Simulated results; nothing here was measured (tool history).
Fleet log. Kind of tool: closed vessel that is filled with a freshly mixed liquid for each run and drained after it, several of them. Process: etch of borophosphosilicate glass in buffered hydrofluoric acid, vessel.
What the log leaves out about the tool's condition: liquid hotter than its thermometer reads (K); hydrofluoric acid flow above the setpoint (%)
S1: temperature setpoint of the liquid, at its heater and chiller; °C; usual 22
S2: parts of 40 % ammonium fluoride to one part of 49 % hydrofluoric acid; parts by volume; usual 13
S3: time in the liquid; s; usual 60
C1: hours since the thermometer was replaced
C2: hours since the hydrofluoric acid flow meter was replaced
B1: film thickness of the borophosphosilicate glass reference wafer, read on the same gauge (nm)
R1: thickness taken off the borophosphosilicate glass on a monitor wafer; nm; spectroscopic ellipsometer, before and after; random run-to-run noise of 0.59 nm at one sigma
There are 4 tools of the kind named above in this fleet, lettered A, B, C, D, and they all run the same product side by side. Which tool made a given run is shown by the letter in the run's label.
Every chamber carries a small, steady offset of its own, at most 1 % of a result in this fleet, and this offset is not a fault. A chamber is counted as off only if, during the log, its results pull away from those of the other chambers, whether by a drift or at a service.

run 1D day=0.421 | S1=22 S2=13 S3=60 | C1=1625.4 C2=1479.5 | B1=119.95 | R1=59.582
run 2A day=0.829 | S1=22 S2=13 S3=60 | C1=981.1 C2=97.1 | B1=119.97 | R1=59.222
run 3C day=1.308 | S1=22 S2=13 S3=60 | C1=69.5 C2=1301.2 | B1=120.02 | R1=59.315
run 4B day=1.771 | S1=22 S2=13 S3=60 | C1=1521.4 C2=1255.3 | B1=119.95 | R1=59.794
run 5B day=2.267 | S1=22 S2=13 S3=60 | C1=1533.3 C2=1267.2 | B1=120 | R1=60.825
run 6D day=2.862 | S1=22 S2=13 S3=60 | C1=1684 C2=1538.1 | B1=120 | R1=61.232
run 7C day=3.171 | S1=22 S2=15 S3=60 | C1=114.2 C2=1345.9 | B1=120.02 | R1=51.517
run 8A day=3.504 | S1=22 S2=15 S3=60 | C1=1045.3 C2=161.3 | B1=120.02 | R1=51.081
run 9C day=3.821 | S1=22 S2=15 S3=60 | C1=129.8 C2=1361.5 | B1=120.03 | R1=51.774
run 10B day=4.429 | S1=22 S2=15 S3=60 | C1=1585.2 C2=1319.1 | B1=119.99 | R1=51.245
run 11A day=4.796 | S1=22 S2=13 S3=60 | C1=1076.3 C2=192.3 | B1=120.01 | R1=59.061
run 12D day=5.321 | S1=22 S2=13 S3=60 | C1=1743 C2=1597.1 | B1=119.99 | R1=60.19
-- day=5.742 chamber B: thermometer replaced
run 13B day=5.842 | S1=18 S2=16.5 S3=60 | C1=2.5 C2=1353 | B1=119.99 | R1=38.004
run 14D day=6.471 | S1=18 S2=16.5 S3=60 | C1=1770.6 C2=1624.7 | B1=119.99 | R1=38.102
run 15A day=6.892 | S1=18 S2=16.5 S3=60 | C1=1126.6 C2=242.6 | B1=119.98 | R1=37.288
run 16C day=7.175 | S1=18 S2=16.5 S3=60 | C1=210.3 C2=1442 | B1=120.04 | R1=38.441
-- day=7.504 chamber B: hydrofluoric acid flow meter replaced
run 17A day=7.717 | S1=22 S2=13 S3=60 | C1=1146.4 C2=262.4 | B1=119.94 | R1=59.764
run 18D day=8.088 | S1=22 S2=13 S3=60 | C1=1809.4 C2=1663.5 | B1=119.99 | R1=60.605
run 19B day=8.55 | S1=22 S2=13 S3=60 | C1=67.5 C2=25.1 | B1=120.03 | R1=59.999
run 20C day=8.904 | S1=17.5 S2=13 S3=60 | C1=251.8 C2=1483.5 | B1=119.97 | R1=48.4
run 21D day=9.371 | S1=17.5 S2=13 S3=60 | C1=1840.2 C2=1694.3 | B1=120.01 | R1=46.393
run 22A day=9.646 | S1=17.5 S2=13 S3=60 | C1=1192.7 C2=308.7 | B1=120.07 | R1=46.709
run 23B day=10.262 | S1=17.5 S2=13 S3=60 | C1=108.6 C2=66.2 | B1=119.99 | R1=46.439
run 24C day=10.771 | S1=22 S2=13 S3=60 | C1=296.6 C2=1528.3 | B1=120.03 | R1=63.071
run 25B day=11.079 | S1=23.5 S2=13 S3=60 | C1=128.2 C2=85.8 | B1=120.03 | R1=65.52
run 26A day=11.625 | S1=23.5 S2=13 S3=60 | C1=1240.2 C2=356.2 | B1=119.97 | R1=65.25
run 27C day=11.988 | S1=23.5 S2=13 S3=60 | C1=325.8 C2=1557.5 | B1=120.01 | R1=68.468
run 28D day=12.488 | S1=23.5 S2=13 S3=60 | C1=1915 C2=1769.1 | B1=119.99 | R1=66.519
run 29A day=12.871 | S1=22 S2=13 S3=60 | C1=1270.1 C2=386.1 | B1=119.99 | R1=58.826
run 30D day=13.433 | S1=22 S2=13 S3=60 | C1=1937.7 C2=1791.8 | B1=119.94 | R1=60.928
run 31C day=14.021 | S1=20 S2=15.5 S3=60 | C1=374.6 C2=1606.3 | B1=120 | R1=48.441

Which is it: a chamber that has drifted or been left off by a service, a gauge drift common to all chambers, or only each chamber's usual small offset? If a chamber is off, name it and its likeliest cause.

Chamber C drifts away from the others.
What lies behind it: hydrofluoric acid flow above the setpoint (%) = 9.86.
With only this log, it may be confused with: liquid hotter than its thermometer reads (K).

Here are 4 candidates for chamber C's next run, each the usual settings with a change, their results left as question marks. Which one brings its results back in line with what the others give on the usual settings?
Maximum distance from the other chambers' mean on the usual settings for a result to count as in line: R1 2.1 nm
run 32C-1 day=14.471 | S1=22 S2=13 S3=55 | R1=?
run 32C-2 day=14.471 | S1=22 S2=13 S3=50 | R1=?
run 32C-3 day=14.471 | S1=23.5 S2=13 S3=60 | R1=?
run 32C-4 day=14.471 | S1=25 S2=13 S3=60 | R1=?

Average result of the remaining chambers running the usual settings: R1 59.894 nm
run=32C-1 R1=60.174
run=32C-2 R1=54.704
run=32C-3 R1=71.224
run=32C-4 R1=77.179
With 32C-1, the chamber falls back in line with the rest.

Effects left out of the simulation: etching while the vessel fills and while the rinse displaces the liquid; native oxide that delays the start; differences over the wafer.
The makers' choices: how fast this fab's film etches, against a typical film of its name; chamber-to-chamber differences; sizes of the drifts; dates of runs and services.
